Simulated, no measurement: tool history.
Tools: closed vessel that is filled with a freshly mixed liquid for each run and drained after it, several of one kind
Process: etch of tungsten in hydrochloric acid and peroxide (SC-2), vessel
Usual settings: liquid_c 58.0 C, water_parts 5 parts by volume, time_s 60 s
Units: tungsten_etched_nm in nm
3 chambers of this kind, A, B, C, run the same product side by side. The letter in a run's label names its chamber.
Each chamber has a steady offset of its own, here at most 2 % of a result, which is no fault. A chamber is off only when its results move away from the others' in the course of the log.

run   hour  liquid_c  water_parts  time_s  hours since the thermometer was replaced  hours since the chemicals flow meter was replaced  hours since the drum of peroxide was connected  read-back film thickness of the tungsten reference wafer, read on the same gauge (nm)  tungsten_etched_nm
 1B    5.3      58.0            5      60                                     671.3                                               88.6                                           171.3                                                                                 149.99              47.460
 2A   10.5      58.0            5      60                                    2192.4                                              545.0                                           673.0                                                                                 150.02              47.977
 3C   14.9      58.0            5      60                                      88.9                                              287.3                                           436.2                                                                                 150.04              48.413
 4A   24.0      58.0            5      60                                    2205.9                                              558.5                                           686.5                                                                                 150.03              48.102
 5B   30.4      58.0            5      60                                     696.4                                              113.7                                           196.4                                                                                 150.00              47.477
 6C   35.3      58.0            5      60                                     109.3                                              307.7                                           456.6                                                                                 149.99              48.430
 7B   39.5      66.5            4      60                                     705.5                                              122.8                                           205.5                                                                                 149.93              93.508
 8C   44.9      66.5            4      60                                     118.9                                              317.3                                           466.2                                                                                 150.02              96.144
 9A   49.7      66.5            4      60                                    2231.6                                              584.2                                           712.2                                                                                 150.01              95.262
10A   56.3      58.0            5      60                                    2238.2                                              590.8                                           718.8                                                                                 150.00              47.115
11B   62.2      58.0            5      60                                     728.2                                              145.5                                           228.2                                                                                 150.00              47.733
      70.8  -- chamber A: chemicals flow meter replaced
12C   71.2      58.0            5      60                                     145.2                                              343.6                                           492.5                                                                                 150.01              48.726
13C   79.2      58.0            5      60                                     153.2                                              351.6                                           500.5                                                                                 149.97              48.488
14A   85.0      58.0            5      60                                    2266.9                                               14.2                                           747.5                                                                                 150.01              47.362
15B   92.2      58.0            5      60                                     758.2                                              175.5                                           258.2                                                                                 149.98              47.299
16C   97.6      58.0            5      60                                     171.6                                              370.0                                           518.9                                                                                 149.99              48.417
17B  105.7      58.0            5      60                                     771.7                                              189.0                                           271.7                                                                                 150.00              47.123
     107.9  -- chamber B: thermometer replaced
18A  109.8      58.0            5      60                                    2291.7                                               39.0                                           772.3                                                                                 149.99              48.043
19A  114.2      58.0            5      60                                    2296.1                                               43.4                                           776.7                                                                                 150.03              47.925
20B  119.8      58.0            7      95                                      12.0                                              203.1                                           285.8                                                                                 149.96              58.732
21C  126.7      58.0            7      95                                     200.7                                              399.1                                           548.0                                                                                 150.01              58.583
22B  135.7      58.0            7      95                                      27.9                                              219.0                                           301.7                                                                                 149.97              57.958
23A  140.7      58.0            5      60                                    2322.6                                               69.9                                           803.2                                                                                 150.04              48.020
24C  147.9      58.0            5      60                                     221.9                                              420.3                                           569.2                                                                                 150.02              48.499
25A  156.7      58.0            5      60                                    2338.6                                               85.9                                           819.2                                                                                 150.03              47.349
26C  165.7      58.0            5      60                                     239.7                                              438.1                                           587.0                                                                                 150.00              47.958
27B  172.0      58.0            5      35                                      64.2                                              255.3                                           338.0                                                                                 150.00              27.293
28C  178.4      58.0            5      35                                     252.4                                              450.8                                           599.7                                                                                 150.02              28.432
29A  184.9      58.0            5      35                                    2366.8                                              114.1                                           847.4                                                                                 150.00              27.786
30B  191.6      58.0            5      60                                      83.8                                              274.9                                           357.6                                                                                 150.00              47.857
31B  195.6      58.0            5      60                                      87.8                                              278.9                                           361.6                                                                                 150.02              48.082
32C  204.0      58.0            5      60                                     278.0                                              476.4                                           625.3                                                                                 150.03              48.011
33A  213.1      58.0            5      60                                    2395.0                                              142.3                                           875.6                                                                                 149.97              48.073

What goes on in this fleet: one chamber off, a drifting gauge, or nothing beyond the chambers' own small offsets? Name the chamber and the cause, if any.

No chamber stands off beyond its own small offset, and the gauge holds steady.
